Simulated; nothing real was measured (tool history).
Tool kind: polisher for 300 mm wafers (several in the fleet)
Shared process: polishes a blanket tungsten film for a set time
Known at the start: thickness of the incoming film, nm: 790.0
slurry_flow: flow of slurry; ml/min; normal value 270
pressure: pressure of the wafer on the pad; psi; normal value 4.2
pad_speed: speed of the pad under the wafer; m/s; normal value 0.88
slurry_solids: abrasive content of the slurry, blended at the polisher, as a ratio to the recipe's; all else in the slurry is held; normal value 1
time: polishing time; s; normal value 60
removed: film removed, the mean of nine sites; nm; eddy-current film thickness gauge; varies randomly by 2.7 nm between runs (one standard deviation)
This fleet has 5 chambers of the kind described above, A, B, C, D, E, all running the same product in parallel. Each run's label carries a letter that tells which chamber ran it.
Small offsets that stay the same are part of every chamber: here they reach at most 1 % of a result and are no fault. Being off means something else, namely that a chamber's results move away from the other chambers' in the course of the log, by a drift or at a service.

run	hour	slurry_flow	pressure	pad_speed	slurry_solids	time	removed
# hour 3: chamber C: worn pad replaced by a new one
# hour 3.7: chamber B: slurry tank refilled with fresh slurry and peroxide
# hour 4: chamber B: worn pad replaced by a new one
# hour 4.6: chamber E: slurry blender recalibrated
1A	5.4	270	4.2	0.88	1	60	268.46
# hour 5.7: chamber A: slurry tank refilled with fresh slurry and peroxide
2D	10.9	270	4.2	0.88	1	60	272.31
3B	13.8	270	4.2	0.88	1	60	268.83
4E	18.8	270	4.2	0.88	1	60	268.06
# hour 22.4: chamber D: slurry tank refilled with fresh slurry and peroxide
5C	23.8	270	4.2	0.88	1	60	264.64
# hour 24.2: chamber C: head pressure recalibrated
6A	26.8	270	4.2	0.88	1	60	268.74
7E	32.6	270	4.2	0.88	1	60	272.57
8B	36.8	270	4.2	0.88	1	60	276.25
9D	41.9	270	4.2	0.88	1	60	267.17
10C	47.2	270	4.2	0.88	1	60	265.01
# hour 49.8: chamber A: worn pad replaced by a new one
11B	50.1	270	4.2	0.88	1	60	269.34
# hour 51.6: chamber C: slurry blender recalibrated
12E	53.7	270	4.2	0.88	1	60	265.88
# hour 56.8: chamber B: worn pad replaced by a new one
13C	59.1	270	4.2	0.88	1	60	269.85
14D	63.3	270	4.2	0.88	1	60	263.22
15A	68.9	270	4.2	0.88	1	60	271.36
# hour 73.6: chamber E: slurry tank refilled with fresh slurry and peroxide
16A	74.6	270	4.2	0.88	1	60	267.9
17B	79.1	270	4.2	0.88	1	60	271.31
18D	83.9	270	4.2	0.88	1	60	270.24
# hour 84.9: chamber A: slurry blender recalibrated
19C	88.6	270	4.2	0.88	1	60	269.59
20E	92.9	270	4.2	0.88	1	60	267.23
# hour 96.8: chamber E: worn pad replaced by a new one
# hour 97.8: chamber B: head pressure recalibrated
21A	97.8	270	4.2	0.88	1	60	265.39
22D	101.1	270	4.2	0.68	1	60	207.78
# hour 102.6: chamber D: worn pad replaced by a new one
23E	104.3	270	4.2	0.68	1	60	207.05
# hour 105: chamber A: worn pad replaced by a new one
# hour 107.2: chamber D: slurry tank refilled with fresh slurry and peroxide
# hour 109.2: chamber E: head pressure recalibrated
24C	109.5	270	4.2	0.68	1	60	208.17
25B	115.1	270	4.2	0.68	1	60	233.53
# hour 115.2: chamber B: worn pad replaced by a new one
26A	118.2	270	4.2	0.68	1	60	210.07
# hour 123.5: chamber C: worn pad replaced by a new one
27D	123.9	270	4.2	0.88	1.3	40	191.99
28C	128.2	270	4.2	0.88	1.3	40	191.38
# hour 129: chamber B: slurry blender recalibrated
29B	131	270	4.2	0.88	1.3	40	215.93
30E	134.9	270	4.2	0.88	1.3	40	191.27
31D	139.8	270	4.2	0.88	1.3	40	191.44
# hour 142.6: chamber C: slurry tank refilled with fresh slurry and peroxide
32B	144.8	270	4.2	0.88	1	60	295.2
# hour 149.8: chamber D: slurry blender recalibrated
33E	150.5	270	4.2	0.88	1	60	267.14
34C	155.4	270	4.2	0.88	1	60	261.98
# hour 157.5: chamber A: worn pad replaced by a new one
35A	158.7	270	4.2	0.88	1	60	269.31
# hour 162.5: chamber C: slurry blender recalibrated
36E	162.7	270	4.2	1	0.85	60	298.46
37C	165.9	270	4.2	1	0.85	60	293.92
38A	169	270	4.2	1	0.85	60	293.8
# hour 169.9: chamber B: worn pad replaced by a new one
# hour 171.8: chamber A: slurry tank refilled with fresh slurry and peroxide
39B	174	270	4.2	1	0.85	60	333.65
40D	179.6	270	4.2	1	0.85	60	291.77
41D	182.7	270	4.2	0.88	1	60	270.2
42B	185.2	270	4.2	0.88	1	60	297.73
43C	188.4	235	4.2	0.88	1	43	187.77
44A	194	235	4.2	0.88	1	43	189.5

The same settings go to every chamber for the next run, one line per chamber below. Forecast the results for each:
45A	198.2	270	4.2	0.88	1	60	?
45B	198.2	270	4.2	0.88	1	60	?
45C	198.2	270	4.2	0.88	1	60	?
45D	198.2	270	4.2	0.88	1	60	?
45E	198.2	270	4.2	0.88	1	60	?

run	removed
45A	267.84
45B	301.67
45C	269.82
45D	270.42
45E	269.98

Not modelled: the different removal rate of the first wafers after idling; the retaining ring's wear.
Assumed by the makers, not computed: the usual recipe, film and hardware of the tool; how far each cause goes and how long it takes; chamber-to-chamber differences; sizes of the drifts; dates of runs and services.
